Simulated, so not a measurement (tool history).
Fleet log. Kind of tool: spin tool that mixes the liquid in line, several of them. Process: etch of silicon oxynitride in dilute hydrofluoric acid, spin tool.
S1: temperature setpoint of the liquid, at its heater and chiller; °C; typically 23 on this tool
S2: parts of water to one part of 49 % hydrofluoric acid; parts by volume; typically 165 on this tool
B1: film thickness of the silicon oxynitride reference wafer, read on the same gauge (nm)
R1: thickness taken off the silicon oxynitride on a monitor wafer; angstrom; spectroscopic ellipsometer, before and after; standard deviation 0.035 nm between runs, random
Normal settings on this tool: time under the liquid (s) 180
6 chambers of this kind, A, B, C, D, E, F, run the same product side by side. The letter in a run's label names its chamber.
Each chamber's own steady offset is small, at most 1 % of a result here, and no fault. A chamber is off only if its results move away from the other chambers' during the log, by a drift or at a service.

Run 1F, hour 2.9: usual settings; B1 149.97. Result: R1 46.559 angstrom.
Run 2C, hour 6.7: usual settings; B1 149.98. Result: R1 47.154 angstrom.
Run 3B, hour 10.6: usual settings; B1 150.02. Result: R1 46.896 angstrom.
Run 4D, hour 13.2: usual settings; B1 150.02. Result: R1 47.642 angstrom.
Run 5E, hour 17.6: usual settings; B1 150.00. Result: R1 48.130 angstrom.
Run 6A, hour 22.9: usual settings; B1 149.99. Result: R1 47.368 angstrom.
Run 7F, hour 25.8: usual settings; B1 149.97. Result: R1 46.905 angstrom.
Run 8E, hour 28.8: usual settings; B1 150.03. Result: R1 47.308 angstrom.
Run 9C, hour 33.6: usual settings; B1 150.03. Result: R1 47.201 angstrom.
Run 10B, hour 36.8: usual settings; B1 149.98. Result: R1 46.305 angstrom.
Run 11D, hour 39.9: usual settings; B1 150.00. Result: R1 47.473 angstrom.
Run 12A, hour 43.4: usual settings but time under the liquid (s) 80; B1 150.02. Result: R1 20.857 angstrom.
At hour 45.2: chamber A: hydrofluoric acid flow meter replaced.
Run 13E, hour 46.7: usual settings but time under the liquid (s) 80; B1 149.94. Result: R1 20.880 angstrom.
Run 14C, hour 50.7: usual settings but time under the liquid (s) 80; B1 150.01. Result: R1 21.203 angstrom.
Run 15F, hour 53.2: usual settings but time under the liquid (s) 80; B1 150.02. Result: R1 21.215 angstrom.
Run 16A, hour 58.1: usual settings but time under the liquid (s) 80; B1 150.03. Result: R1 21.016 angstrom.
Run 17D, hour 61.0: usual settings but time under the liquid (s) 80; B1 150.07. Result: R1 21.226 angstrom.
Run 18B, hour 64.6: usual settings; B1 150.02. Result: R1 46.425 angstrom.
Run 19E, hour 68.0: usual settings; B1 150.01. Result: R1 46.805 angstrom.
Run 20F, hour 72.7: usual settings; B1 150.01. Result: R1 47.733 angstrom.
Run 21D, hour 77.8: usual settings; B1 150.02. Result: R1 47.723 angstrom.
Run 22C, hour 82.7: usual settings; B1 150.02. Result: R1 47.865 angstrom.
Run 23B, hour 87.6: usual settings; B1 149.99. Result: R1 46.690 angstrom.
Run 24A, hour 90.6: usual settings; B1 150.00. Result: R1 47.258 angstrom.
Run 25E, hour 94.3: usual settings; B1 150.00. Result: R1 45.582 angstrom.
Run 26C, hour 98.3: usual settings; B1 149.97. Result: R1 47.781 angstrom.
Run 27D, hour 101.9: usual settings; B1 149.99. Result: R1 47.291 angstrom.
Run 28A, hour 104.9: usual settings; B1 150.02. Result: R1 46.873 angstrom.
Run 29F, hour 109.8: usual settings; B1 150.04. Result: R1 46.664 angstrom.
Run 30B, hour 114.5: usual settings; B1 150.00. Result: R1 46.723 angstrom.
Run 31E, hour 118.4: usual settings; B1 150.02. Result: R1 45.431 angstrom.
Run 32C, hour 122.9: usual settings; B1 150.00. Result: R1 48.120 angstrom.
Run 33F, hour 128.1: usual settings; B1 150.01. Result: R1 47.144 angstrom.
Run 34A, hour 131.5: usual settings; B1 150.03. Result: R1 47.430 angstrom.
Run 35D, hour 135.7: usual settings; B1 150.05. Result: R1 47.388 angstrom.
Run 36B, hour 140.7: usual settings; B1 150.05. Result: R1 46.837 angstrom.
Run 37A, hour 145.0: usual settings; B1 149.99. Result: R1 47.226 angstrom.
At hour 147.8: chamber D: hydrofluoric acid flow meter replaced.
Run 38B, hour 150.1: usual settings; B1 149.98. Result: R1 46.654 angstrom.
Run 39C, hour 155.0: usual settings; B1 150.02. Result: R1 47.449 angstrom.
Run 40E, hour 160.0: usual settings; B1 149.97. Result: R1 44.165 angstrom.
Run 41F, hour 163.1: usual settings; B1 150.01. Result: R1 47.007 angstrom.
Run 42D, hour 168.3: usual settings but time under the liquid (s) 80; B1 149.99. Result: R1 21.265 angstrom.

Does one chamber stand apart from the rest, does the shared gauge drift, or is all well apart from small per-chamber offsets? Give the chamber and the most likely cause, where there is one.

It is chamber E that slowly wanders off from its peers.
Most likely cause: hydrofluoric acid flow below the setpoint (%) = 7.74.
The log might look much the same if the cause were instead: liquid colder than its thermometer reads (K).

Chamber E could run next with any of the 4 candidate recipes listed below; each alters the usual settings, and their results appear as question marks. Which one brings its results back in line with what the other chambers deliver on the usual settings?
To be in line, a result may differ from the other chambers' mean on the usual settings by at most: R1 1.200 angstrom
Run 43E-1, hour 172.4: usual settings but time under the liquid (s) 165. Result: R1 ?.
Run 43E-2, hour 172.4: usual settings but time under the liquid (s) 175. Result: R1 ?.
Run 43E-3, hour 172.4: usual settings but S2 160 parts by volume, time under the liquid (s) 190. Result: R1 ?.
Run 43E-4, hour 172.4: usual settings but S2 160 parts by volume. Result: R1 ?.

The other chambers' mean on the usual settings: R1 47.243 angstrom
  run      R1
43E-1  39.772
43E-2  42.182
43E-3  47.405
43E-4  44.910
43E-3 puts the chamber back in line with the other chambers.
